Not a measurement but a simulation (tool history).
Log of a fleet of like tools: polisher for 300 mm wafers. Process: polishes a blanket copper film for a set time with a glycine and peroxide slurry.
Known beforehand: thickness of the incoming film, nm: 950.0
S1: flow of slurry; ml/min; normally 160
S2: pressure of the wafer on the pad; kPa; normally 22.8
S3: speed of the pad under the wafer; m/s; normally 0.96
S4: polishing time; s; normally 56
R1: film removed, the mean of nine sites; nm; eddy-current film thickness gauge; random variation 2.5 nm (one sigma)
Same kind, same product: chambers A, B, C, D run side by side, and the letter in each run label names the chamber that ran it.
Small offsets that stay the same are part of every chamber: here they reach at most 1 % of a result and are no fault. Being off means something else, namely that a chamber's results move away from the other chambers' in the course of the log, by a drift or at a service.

Run 1D, hour 4.0: usual settings. Result: R1 345.34 nm.
Run 2A, hour 9.7: usual settings. Result: R1 348.27 nm.
Run 3B, hour 15.6: usual settings. Result: R1 350.28 nm.
At hour 19.1: chamber C: head pressure recalibrated.
Run 4C, hour 20.1: usual settings. Result: R1 354.60 nm.
At hour 20.6: chamber D: worn pad replaced by a new one.
Run 5C, hour 26.6: usual settings. Result: R1 355.41 nm.
Run 6A, hour 31.4: usual settings. Result: R1 348.23 nm.
Run 7D, hour 37.2: usual settings but S1 185 ml/min, S4 64 s. Result: R1 410.52 nm.
Run 8B, hour 45.2: usual settings but S1 185 ml/min, S4 64 s. Result: R1 406.69 nm.
At hour 50.0: chamber A: worn pad replaced by a new one.
Run 9A, hour 51.7: usual settings but S1 185 ml/min, S4 64 s. Result: R1 413.34 nm.
Run 10D, hour 57.5: usual settings but S1 185 ml/min, S4 64 s. Result: R1 406.58 nm.
At hour 59.8: chamber C: worn pad replaced by a new one.
At hour 61.4: chamber A: head pressure recalibrated.
Run 11C, hour 61.6: usual settings. Result: R1 355.12 nm.
Run 12B, hour 67.8: usual settings. Result: R1 357.54 nm.
At hour 71.8: chamber B: worn pad replaced by a new one.
Run 13B, hour 75.3: usual settings. Result: R1 353.56 nm.
Run 14A, hour 82.3: usual settings but S1 120 ml/min, S3 1.28 m/s. Result: R1 423.83 nm.
Run 15C, hour 87.1: usual settings but S1 120 ml/min, S3 1.28 m/s. Result: R1 426.71 nm.
Run 16D, hour 93.4: usual settings but S1 120 ml/min, S3 1.28 m/s. Result: R1 421.54 nm.
Run 17C, hour 101.0: usual settings but S1 120 ml/min, S3 1.28 m/s. Result: R1 426.71 nm.
Run 18D, hour 106.8: usual settings. Result: R1 346.06 nm.
Run 19A, hour 113.7: usual settings but S1 120 ml/min. Result: R1 320.97 nm.
At hour 115.8: chamber A: worn pad replaced by a new one.
Run 20B, hour 120.8: usual settings but S1 120 ml/min. Result: R1 335.56 nm.
At hour 126.5: chamber D: worn pad replaced by a new one.
Run 21D, hour 128.0: usual settings but S1 120 ml/min. Result: R1 329.71 nm.
Run 22A, hour 134.1: usual settings but S1 120 ml/min. Result: R1 310.31 nm.
Run 23B, hour 141.3: usual settings. Result: R1 352.03 nm.
Run 24C, hour 148.8: usual settings. Result: R1 352.92 nm.

Decide between three cases: one chamber stands off from its peers, the gauge reading all wafers drifts, or nothing is wrong past each chamber's small offset. Where a chamber is off, say which and what most likely put it there.

One chamber, A, drifts off from the rest bit by bit.
Cause: slurry flow missing at the pad, % = 28.

Chamber A could run next with any of the 4 candidate recipes listed below; each alters the usual settings, and their results appear as question marks. Which one brings its results back in line with what the other chambers deliver on the usual settings?
A result is in line if it is within this distance of the other chambers' mean on the usual settings: R1 8.70 nm
Run 25A-1, hour 154.7: usual settings but S2 23.4 kPa, S4 58 s. Result: R1 ?.
Run 25A-2, hour 154.7: usual settings but S3 0.98 m/s. Result: R1 ?.
Run 25A-3, hour 154.7: usual settings but S1 155 ml/min, S3 0.90 m/s. Result: R1 ?.
Run 25A-4, hour 154.7: usual settings but S3 0.94 m/s. Result: R1 ?.

The mean the other chambers reach with the usual settings: R1 351.29 nm
  run      R1
25A-1  351.94
25A-2  337.14
25A-3  311.33
25A-4  325.34
Change 25A-1 lands the chamber within the allowed miss of the other chambers.

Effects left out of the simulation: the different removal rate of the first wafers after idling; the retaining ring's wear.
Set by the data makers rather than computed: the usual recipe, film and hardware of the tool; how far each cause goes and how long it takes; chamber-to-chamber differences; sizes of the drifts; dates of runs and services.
